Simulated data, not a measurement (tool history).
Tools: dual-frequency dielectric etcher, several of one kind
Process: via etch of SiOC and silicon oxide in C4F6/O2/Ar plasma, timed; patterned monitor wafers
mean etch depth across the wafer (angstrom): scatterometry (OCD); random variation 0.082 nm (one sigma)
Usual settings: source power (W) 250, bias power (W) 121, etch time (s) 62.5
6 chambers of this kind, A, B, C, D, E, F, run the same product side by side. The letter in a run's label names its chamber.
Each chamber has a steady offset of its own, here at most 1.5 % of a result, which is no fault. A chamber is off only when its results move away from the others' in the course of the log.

run   hour  source power (W)  bias power (W)  etch time (s)  hours since the last wet clean  hours since the last source power generator calibration  hours since the last bias power generator calibration  read-back reference wafer on the same gauge, depth_nm  mean etch depth across the wafer (angstrom)
 1F    2.8               250             121           62.5                           159.3                                                   3369.3                                                 1485.7                                                 46.788                                       517.57
 2A    8.2               250             121           62.5                           161.8                                                   1285.2                                                 1738.1                                                 46.778                                       522.41
 3D   13.4               250             121           62.5                           362.9                                                   1217.0                                                 2802.6                                                 46.789                                       515.84
 4B   18.3               250             121           62.5                           356.1                                                   2212.9                                                  951.8                                                 46.746                                       511.65
 5E   21.9               250             121           62.5                           232.4                                                   1752.7                                                 1172.7                                                 46.757                                       523.55
 6C   26.1               250             121           62.5                           420.5                                                    532.6                                                 1338.0                                                 46.747                                       522.66
 7D   30.8               250             121           62.5                           380.3                                                   1234.4                                                 2820.0                                                 46.740                                       516.96
 8C   33.7               250             121           62.5                           428.1                                                    540.2                                                 1345.6                                                 46.737                                       522.46
 9A   39.4               250             121           62.5                           193.0                                                   1316.4                                                 1769.3                                                 46.734                                       519.73
10E   43.6               250             121           62.5                           254.1                                                   1774.4                                                 1194.4                                                 46.718                                       523.33
11F   48.4               250             121           62.5                           204.9                                                   3414.9                                                 1531.3                                                 46.714                                       518.11
12B   53.1               300             132           62.5                           390.9                                                   2247.7                                                  986.6                                                 46.696                                       564.26
13E   57.7               300             132           62.5                           268.2                                                   1788.5                                                 1208.5                                                 46.704                                       576.03
14C   63.3               300             132           62.5                           457.7                                                    569.8                                                 1375.2                                                 46.702                                       574.95
      65.9  -- chamber F: source power generator calibrated
15B   66.0               300             132           62.5                           403.8                                                   2260.6                                                  999.5                                                 46.695                                       563.80
16D   70.9               300             132           62.5                           420.4                                                   1274.5                                                 2860.1                                                 46.687                                       569.42
17A   76.0               300             132           62.5                           229.6                                                   1353.0                                                 1805.9                                                 46.659                                       571.05
18F   79.8               250             121           62.5                           236.3                                                     14.0                                                 1562.7                                                 46.661                                       518.89
19C   85.4               250             121           62.5                           479.8                                                    591.9                                                 1397.3                                                 46.623                                       521.65
20B   87.9               250             121           62.5                           425.7                                                   2282.5                                                 1021.4                                                 46.654                                       509.15
21F   92.9               250             121           62.5                           249.4                                                     27.1                                                 1575.8                                                 46.618                                       516.53
22A   95.9               250             121           62.5                           249.5                                                   1372.9                                                 1825.8                                                 46.632                                       518.71
23E  100.4               250             105           62.5                           310.9                                                   1831.2                                                 1251.2                                                 46.622                                       498.75
24D  104.4               250             105           62.5                           453.9                                                   1308.0                                                 2893.6                                                 46.626                                       493.13
25F  109.1               250             105           62.5                           265.6                                                     43.3                                                 1592.0                                                 46.614                                       492.94
     112.5  -- chamber B: wet clean of the chamber
26B  114.2               250             105           62.5                             1.7                                                   2308.8                                                 1047.7                                                 46.607                                       489.87
27C  119.0               250             105           62.5                           513.4                                                    625.5                                                 1430.9                                                 46.591                                       498.13
28E  122.0               250             105           62.5                           332.5                                                   1852.8                                                 1272.8                                                 46.592                                       496.98
29A  126.7               250             121           62.5                           280.3                                                   1403.7                                                 1856.6                                                 46.580                                       517.61
     127.1  -- chamber F: bias power generator calibrated
30D  131.1               250             121           62.5                           480.6                                                   1334.7                                                 2920.3                                                 46.583                                       513.48
31A  135.2               250             121           62.5                           288.8                                                   1412.2                                                 1865.1                                                 46.595                                       518.13
32C  140.8               250             121           62.5                           535.2                                                    647.3                                                 1452.7                                                 46.544                                       521.51
33E  144.4               250             121           62.5                           354.9                                                   1875.2                                                 1295.2                                                 46.547                                       520.42
     147.1  -- chamber D: wet clean of the chamber
34B  148.2               250             121           62.5                            35.7                                                   2342.8                                                 1081.7                                                 46.534                                       509.29
35F  153.1               250             105           78.5                           309.6                                                     87.3                                                   26.0                                                 46.551                                       619.66
36D  155.7               250             105           78.5                             8.7                                                   1359.3                                                 2944.9                                                 46.534                                       616.93
37C  159.7               250             105           78.5                           554.1                                                    666.2                                                 1471.6                                                 46.538                                       625.61
38D  163.9               250             105           78.5                            16.9                                                   1367.5                                                 2953.1                                                 46.516                                       616.29
39F  168.0               250             105           78.5                           324.5                                                    102.2                                                   40.9                                                 46.496                                       619.30
40A  173.3               250             105           78.5                           326.9                                                   1450.3                                                 1903.2                                                 46.491                                       622.70

Is one chamber off against the others, does the gauge drift, or is nothing wrong? If a chamber is off, say which, and what the likeliest cause is.

The gauge drifts, so all chambers seem to drift together. No chamber is off.
Cause: gauge reads low (%) = 0.646.

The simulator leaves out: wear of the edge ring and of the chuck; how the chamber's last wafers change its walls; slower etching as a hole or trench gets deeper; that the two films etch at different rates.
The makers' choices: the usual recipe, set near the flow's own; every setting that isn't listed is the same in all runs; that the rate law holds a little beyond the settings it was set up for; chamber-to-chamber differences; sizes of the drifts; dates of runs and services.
